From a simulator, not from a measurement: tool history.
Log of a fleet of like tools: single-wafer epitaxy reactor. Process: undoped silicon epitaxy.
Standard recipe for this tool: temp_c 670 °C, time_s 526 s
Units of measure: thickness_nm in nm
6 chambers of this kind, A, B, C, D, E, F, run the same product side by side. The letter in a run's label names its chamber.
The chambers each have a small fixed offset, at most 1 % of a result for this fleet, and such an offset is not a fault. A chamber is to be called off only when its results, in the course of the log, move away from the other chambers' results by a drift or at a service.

run,hour,temp_c,time_s,hours since the last pyrometer calibration,"read-back reference wafer on the same gauge, thickness_nm",thickness_nm
1E,5.1,670,526,1562.7,139.01,134.83
2D,12.3,670,526,1653.2,139.10,137.01
3F,18.9,670,526,873.4,138.95,135.52
4B,27.9,670,526,481.4,138.93,136.43
5A,37.2,670,526,2088.4,138.91,135.35
6C,43.1,670,526,1625.5,139.07,135.64
7D,52.3,670,526,1693.2,139.07,135.80
8E,57.2,670,526,1614.8,139.04,137.21
9A,62.0,670,596,2113.2,139.07,153.47
10B,68.6,670,596,522.1,139.14,154.10
11F,76.3,670,596,930.8,139.24,153.39
12C,80.6,670,596,1663.0,139.02,155.09
13B,87.4,670,596,540.9,138.96,153.29
14A,94.0,670,596,2145.2,139.06,153.07
15F,98.3,670,526,952.8,138.96,134.49
16D,102.7,670,526,1743.6,139.03,136.04
17C,112.0,670,526,1694.4,138.84,137.07
18E,116.6,670,526,1674.2,139.09,135.60
# hour 120.3: chamber F: pyrometer calibrated
19C,122.8,670,526,1705.2,138.97,136.58
20F,129.2,670,526,8.9,138.85,134.93
21B,133.9,670,526,587.4,139.05,134.19
22D,140.4,670,526,1781.3,139.00,135.72
23E,145.5,670,526,1703.1,139.10,136.27
24A,150.4,670,526,2201.6,139.11,135.35
25E,156.7,670,526,1714.3,139.06,135.55
26F,163.4,661,557,43.1,138.91,117.72
27C,169.7,661,557,1752.1,138.78,118.60
28A,177.8,661,557,2229.0,138.85,119.07
29B,185.3,661,557,638.8,138.93,118.78
30D,190.9,661,557,1831.8,139.14,119.03
31D,195.7,661,557,1836.6,139.02,118.95
# hour 195.9: chamber A: pyrometer calibrated
32F,200.9,670,526,80.6,138.96,134.29
33B,208.1,670,526,661.6,138.98,135.85
34A,216.3,670,526,20.5,139.10,135.01
35C,225.0,670,526,1807.4,139.11,135.29
36E,231.1,670,526,1788.7,139.18,136.43
37B,235.4,670,526,688.9,138.92,136.36
38C,240.7,670,526,1823.1,139.00,135.45
# hour 247.9: chamber E: pyrometer calibrated
39D,248.5,670,423,1889.4,138.84,109.38
40E,257.1,670,423,9.2,138.87,109.41
41A,262.7,670,423,66.9,139.11,108.78
42F,268.9,670,423,148.6,139.10,108.58

Each of the 6 chambers runs these same settings next. Fill in every chamber's results:
43A,275.8,681,526,,,?
43B,275.8,681,526,,,?
43C,275.8,681,526,,,?
43D,275.8,681,526,,,?
43E,275.8,681,526,,,?
43F,275.8,681,526,,,?

run,thickness_nm
43A,170.07
43B,170.42
43C,171.38
43D,171.34
43E,171.24
43F,168.49
